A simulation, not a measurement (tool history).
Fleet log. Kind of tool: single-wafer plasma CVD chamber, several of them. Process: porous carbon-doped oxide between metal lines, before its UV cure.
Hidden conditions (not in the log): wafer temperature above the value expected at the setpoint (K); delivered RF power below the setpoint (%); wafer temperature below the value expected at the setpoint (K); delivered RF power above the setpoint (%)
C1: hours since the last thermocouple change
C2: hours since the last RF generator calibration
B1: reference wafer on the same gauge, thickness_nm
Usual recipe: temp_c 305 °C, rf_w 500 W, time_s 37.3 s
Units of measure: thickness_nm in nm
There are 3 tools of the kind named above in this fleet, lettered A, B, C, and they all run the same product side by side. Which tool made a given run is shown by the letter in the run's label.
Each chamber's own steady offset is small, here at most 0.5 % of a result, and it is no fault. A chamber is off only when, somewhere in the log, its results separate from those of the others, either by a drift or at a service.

{"day": 0.204, "done": "chamber A: RF generator calibrated"}
{"run": "1B", "day": 0.362, "temp_c": 305, "rf_w": 500, "time_s": 37.3, "C1": 1070.1, "C2": 1553.3, "B1": 218.11, "thickness_nm": 194.78}
{"run": "2C", "day": 0.583, "temp_c": 305, "rf_w": 500, "time_s": 37.3, "C1": 151.4, "C2": 1174.9, "B1": 218.05, "thickness_nm": 194.19}
{"run": "3A", "day": 0.792, "temp_c": 305, "rf_w": 500, "time_s": 37.3, "C1": 1290.4, "C2": 14.2, "B1": 218.1, "thickness_nm": 194.36}
{"run": "4A", "day": 1.225, "temp_c": 305, "rf_w": 500, "time_s": 37.3, "C1": 1300.8, "C2": 24.6, "B1": 218.23, "thickness_nm": 194.07}
{"run": "5B", "day": 1.642, "temp_c": 305, "rf_w": 500, "time_s": 37.3, "C1": 1100.8, "C2": 1584.0, "B1": 218.26, "thickness_nm": 194.9}
{"run": "6C", "day": 2.062, "temp_c": 305, "rf_w": 500, "time_s": 37.3, "C1": 186.9, "C2": 1210.4, "B1": 218.34, "thickness_nm": 194.43}
{"run": "7B", "day": 2.433, "temp_c": 305, "rf_w": 500, "time_s": 37.3, "C1": 1119.8, "C2": 1603.0, "B1": 218.38, "thickness_nm": 195.04}
{"run": "8C", "day": 2.667, "temp_c": 305, "rf_w": 455, "time_s": 41.1, "C1": 201.4, "C2": 1224.9, "B1": 218.38, "thickness_nm": 199.5}
{"run": "9A", "day": 3.083, "temp_c": 305, "rf_w": 455, "time_s": 41.1, "C1": 1345.4, "C2": 69.2, "B1": 218.5, "thickness_nm": 200.43}
{"run": "10B", "day": 3.492, "temp_c": 305, "rf_w": 455, "time_s": 41.1, "C1": 1145.2, "C2": 1628.4, "B1": 218.53, "thickness_nm": 201.58}
{"run": "11C", "day": 3.7, "temp_c": 305, "rf_w": 500, "time_s": 37.3, "C1": 226.2, "C2": 1249.7, "B1": 218.51, "thickness_nm": 194.78}
{"run": "12A", "day": 3.975, "temp_c": 313, "rf_w": 500, "time_s": 37.3, "C1": 1366.8, "C2": 90.6, "B1": 218.6, "thickness_nm": 186.09}
{"run": "13A", "day": 4.379, "temp_c": 313, "rf_w": 500, "time_s": 37.3, "C1": 1376.5, "C2": 100.3, "B1": 218.66, "thickness_nm": 186.49}
{"run": "14B", "day": 4.788, "temp_c": 313, "rf_w": 500, "time_s": 37.3, "C1": 1176.3, "C2": 1659.5, "B1": 218.71, "thickness_nm": 187.26}
{"run": "15C", "day": 5.075, "temp_c": 305, "rf_w": 500, "time_s": 37.3, "C1": 259.2, "C2": 1282.7, "B1": 218.72, "thickness_nm": 194.52}
{"run": "16C", "day": 5.442, "temp_c": 305, "rf_w": 500, "time_s": 37.3, "C1": 268.0, "C2": 1291.5, "B1": 218.81, "thickness_nm": 195.14}
{"run": "17A", "day": 5.746, "temp_c": 305, "rf_w": 500, "time_s": 37.3, "C1": 1409.3, "C2": 133.1, "B1": 218.83, "thickness_nm": 195.04}
{"run": "18B", "day": 6.133, "temp_c": 305, "rf_w": 500, "time_s": 37.3, "C1": 1208.6, "C2": 1691.8, "B1": 218.82, "thickness_nm": 195.61}
{"run": "19C", "day": 6.358, "temp_c": 305, "rf_w": 500, "time_s": 37.3, "C1": 290.0, "C2": 1313.5, "B1": 218.93, "thickness_nm": 194.6}
{"run": "20A", "day": 6.654, "temp_c": 317, "rf_w": 500, "time_s": 37.3, "C1": 1431.1, "C2": 154.9, "B1": 219.03, "thickness_nm": 182.77}
{"run": "21B", "day": 7.025, "temp_c": 317, "rf_w": 500, "time_s": 37.3, "C1": 1230.0, "C2": 1713.2, "B1": 218.99, "thickness_nm": 183.41}
{"run": "22C", "day": 7.296, "temp_c": 317, "rf_w": 500, "time_s": 37.3, "C1": 312.5, "C2": 1336.0, "B1": 219.12, "thickness_nm": 183.04}

Does one chamber stand apart from the rest, does the shared gauge drift, or is all well apart from small per-chamber offsets? Give the chamber and the most likely cause, where there is one.

No chamber is off; the gauge reading every chamber's wafers drifts, which makes the whole fleet appear to move together.
Cause: gauge reads high (%) = 0.508.
